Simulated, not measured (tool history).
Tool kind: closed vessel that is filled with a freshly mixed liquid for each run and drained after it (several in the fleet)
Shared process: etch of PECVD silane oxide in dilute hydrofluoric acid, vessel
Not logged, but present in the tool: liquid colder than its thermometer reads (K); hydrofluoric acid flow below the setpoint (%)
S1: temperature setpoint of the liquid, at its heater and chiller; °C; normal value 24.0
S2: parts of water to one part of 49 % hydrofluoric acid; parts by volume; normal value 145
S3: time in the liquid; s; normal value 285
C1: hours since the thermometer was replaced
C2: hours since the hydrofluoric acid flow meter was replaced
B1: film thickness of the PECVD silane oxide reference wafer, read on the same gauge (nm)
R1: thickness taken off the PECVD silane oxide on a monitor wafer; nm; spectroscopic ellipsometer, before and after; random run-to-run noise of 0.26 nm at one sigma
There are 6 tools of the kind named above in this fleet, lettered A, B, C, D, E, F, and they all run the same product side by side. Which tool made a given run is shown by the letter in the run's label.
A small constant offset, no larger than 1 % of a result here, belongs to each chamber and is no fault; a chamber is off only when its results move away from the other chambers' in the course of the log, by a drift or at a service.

run	hour	S1	S2	S3	C1	C2	B1	R1
1A	10.6	24.0	145	285	1387.0	325.2	80.012	28.242
2E	25.9	24.0	145	285	1228.7	261.8	79.995	28.053
3B	41.3	24.0	145	285	1119.5	1339.6	79.986	27.923
# hour 43.9: chamber C: hydrofluoric acid flow meter replaced
4F	54.3	24.0	145	285	261.3	843.5	79.981	27.794
# hour 65.1: chamber D: thermometer replaced
5D	70.0	24.0	145	285	5.0	1216.5	80.016	28.141
6C	83.1	24.0	145	285	115.5	39.2	79.988	27.983
7C	92.0	24.0	145	285	124.4	48.1	79.993	27.547
8B	103.7	24.0	145	285	1181.9	1402.0	80.002	27.593
9E	111.5	24.0	145	285	1314.3	347.4	80.009	28.066
10A	120.7	24.0	145	285	1497.1	435.3	80.006	27.523
11D	136.2	24.0	145	285	71.2	1282.7	79.985	28.062
12F	150.9	24.0	145	285	357.9	940.1	79.990	28.034
# hour 151.9: chamber F: hydrofluoric acid flow meter replaced
13B	165.4	24.0	145	285	1243.6	1463.7	79.992	28.060
14F	178.0	24.0	145	285	385.0	26.1	79.991	28.260
15D	190.3	24.0	145	285	125.3	1336.8	80.016	28.222
16E	204.6	24.0	145	285	1407.4	440.5	79.999	28.289
17A	216.7	24.0	145	285	1593.1	531.3	79.983	26.892
# hour 222.8: chamber A: thermometer replaced
18C	231.4	24.0	145	285	263.8	187.5	80.021	27.976
19B	244.3	24.0	145	285	1322.5	1542.6	80.014	27.832
20C	258.6	24.0	145	285	291.0	214.7	79.977	27.635
21A	267.5	24.0	145	285	44.8	582.1	79.999	27.059
22D	274.8	24.0	145	285	209.8	1421.3	80.001	27.966
23E	289.4	24.0	145	285	1492.2	525.3	79.979	27.802
24F	304.4	24.0	145	285	511.4	152.5	80.007	28.240
25F	314.9	24.0	145	285	521.9	163.0	80.023	27.660
26C	326.9	24.0	145	285	359.3	283.0	79.992	27.253
27E	341.8	24.0	145	285	1544.6	577.7	80.001	27.995
28A	357.3	24.0	145	285	134.6	671.9	79.999	26.190
29B	364.6	24.0	145	285	1442.8	1662.9	79.998	27.952
30D	375.8	24.0	145	285	310.8	1522.3	80.008	28.251
31D	390.2	24.0	145	285	325.2	1536.7	79.985	28.344
32B	399.8	24.0	145	285	1478.0	1698.1	80.018	27.883
33A	415.0	24.0	145	285	192.3	729.6	79.990	26.154
34C	430.2	24.0	145	285	462.6	386.3	79.989	27.442
35F	443.7	24.0	145	285	650.7	291.8	79.979	28.249
36E	451.2	24.0	145	285	1654.0	687.1	80.029	27.992
37A	466.0	24.0	145	285	243.3	780.6	80.004	25.940
38E	479.5	24.0	145	285	1682.3	715.4	80.008	27.883
39C	493.9	24.0	145	285	526.3	450.0	80.005	27.577
40F	506.9	24.0	145	285	713.9	355.0	79.994	27.471
41D	515.0	24.0	145	285	450.0	1661.5	80.008	28.185
42B	524.3	19.5	145	285	1602.5	1822.6	79.988	23.623
43B	532.4	19.5	145	285	1610.6	1830.7	80.030	23.227
44A	547.2	19.5	145	285	324.5	861.8	79.993	21.204

Next, all 6 chambers run the settings below, one line each with question marks for the results. What does each chamber give?
45A	558.6	24.0	145	285				?
45B	558.6	24.0	145	285				?
45C	558.6	24.0	145	285				?
45D	558.6	24.0	145	285				?
45E	558.6	24.0	145	285				?
45F	558.6	24.0	145	285				?

run	R1
45A	25.172
45B	27.925
45C	27.947
45D	27.924
45E	28.180
45F	27.870
